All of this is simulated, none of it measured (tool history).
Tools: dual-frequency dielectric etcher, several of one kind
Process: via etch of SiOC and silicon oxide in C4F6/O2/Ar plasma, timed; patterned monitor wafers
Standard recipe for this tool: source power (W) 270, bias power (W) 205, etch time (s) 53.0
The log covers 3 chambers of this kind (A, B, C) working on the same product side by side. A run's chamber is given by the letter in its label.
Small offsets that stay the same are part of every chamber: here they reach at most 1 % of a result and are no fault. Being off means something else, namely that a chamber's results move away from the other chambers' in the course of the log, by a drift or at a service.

run,day,source power (W),bias power (W),etch time (s),hours since the last wet clean,hours since the last source power generator calibration,hours since the last bias power generator calibration,"read-back reference wafer on the same gauge, depth_nm",mean etch depth across the wafer (angstrom)
1A,0.312,270,205,53.0,367.8,5267.5,1501.1,50.384,535.20
# day 0.446: chamber A: source power generator calibrated
2B,0.650,270,205,53.0,83.8,522.4,3588.7,50.387,533.92
3C,1.179,270,205,53.0,187.4,666.8,1479.3,50.382,534.87
4B,1.629,270,205,53.0,107.3,545.9,3612.2,50.388,533.23
5C,1.867,230,205,53.0,203.9,683.3,1495.8,50.438,505.52
6A,2.271,230,205,53.0,414.8,43.9,1548.1,50.386,506.42
7C,2.792,230,205,53.0,226.1,705.5,1518.0,50.411,503.25
8A,3.250,270,205,53.0,438.3,67.4,1571.6,50.450,539.03
# day 3.667: chamber A: wet clean of the chamber
9B,3.708,270,179,53.0,157.2,595.8,3662.1,50.377,508.86
10A,4.100,270,179,53.0,10.5,87.8,1592.0,50.382,513.95
11C,4.575,270,179,53.0,268.9,748.3,1560.8,50.350,514.74
12B,5.067,270,205,53.0,189.8,628.4,3694.7,50.435,535.39
13B,5.354,270,205,53.0,196.7,635.3,3701.6,50.456,534.19
14A,5.767,270,205,53.0,50.5,127.8,1632.0,50.415,533.18
15C,6.038,270,205,53.0,304.0,783.4,1595.9,50.379,544.26
16B,6.333,270,205,53.0,220.2,658.8,3725.1,50.342,531.71
17A,6.858,270,205,53.0,76.7,154.0,1658.2,50.435,538.91
18C,7.250,270,205,53.0,333.1,812.5,1625.0,50.409,542.89
19B,7.521,270,205,53.0,248.7,687.3,3753.6,50.379,529.61
20C,7.829,270,205,53.0,347.0,826.4,1638.9,50.433,546.17
21A,8.208,250,205,41.5,109.1,186.4,1690.6,50.392,407.35
22A,8.621,250,205,41.5,119.0,196.3,1700.5,50.348,408.60
23C,8.983,250,205,41.5,374.7,854.1,1666.6,50.450,418.16
24B,9.429,270,205,53.0,294.5,733.1,3799.4,50.398,534.15
25A,9.742,270,205,53.0,145.9,223.2,1727.4,50.396,537.94
26B,10.129,270,205,46.5,311.3,749.9,3816.2,50.372,466.87
27C,10.446,270,205,46.5,409.8,889.2,1701.7,50.493,481.19
28C,10.946,270,205,46.5,421.8,901.2,1713.7,50.381,478.91
29B,11.429,270,205,53.0,342.5,781.1,3847.4,50.366,532.53
30A,11.846,270,205,53.0,196.4,273.7,1777.9,50.424,536.13
31B,12.196,270,205,53.0,360.9,799.5,3865.8,50.397,531.15
32A,12.583,270,239,66.5,214.1,291.4,1795.6,50.368,713.82
33C,12.825,270,239,66.5,466.9,946.3,1758.8,50.374,728.39
34A,13.329,270,239,66.5,232.0,309.3,1813.5,50.338,716.02

Is one chamber off against the others, does the gauge drift, or is nothing wrong? If a chamber is off, say which, and what the likeliest cause is.

Little by little, chamber C moves away from the other chambers.
Likeliest cause: etch rate over this chamber's usual, % = 2.93.

Which of the 4 candidates below, each the usual settings with something changed and its results left as question marks, puts chamber C back in line with what the other chambers give on the usual settings?
In line means no further than this from the other chambers' mean on the usual settings: mean etch depth across the wafer (angstrom) 7.70
35C-1,13.725,270,205,52.5,,,,,?
35C-2,13.725,300,205,53.0,,,,,?
35C-3,13.725,270,204,51.5,,,,,?
35C-4,13.725,270,205,53.5,,,,,?

Mean of the other chambers on the usual settings: mean etch depth across the wafer (angstrom) 535.20
run,mean etch depth across the wafer (angstrom)
35C-1,549.50
35C-2,577.40
35C-3,538.15
35C-4,559.96
With 35C-3, the chamber falls back in line with the rest.
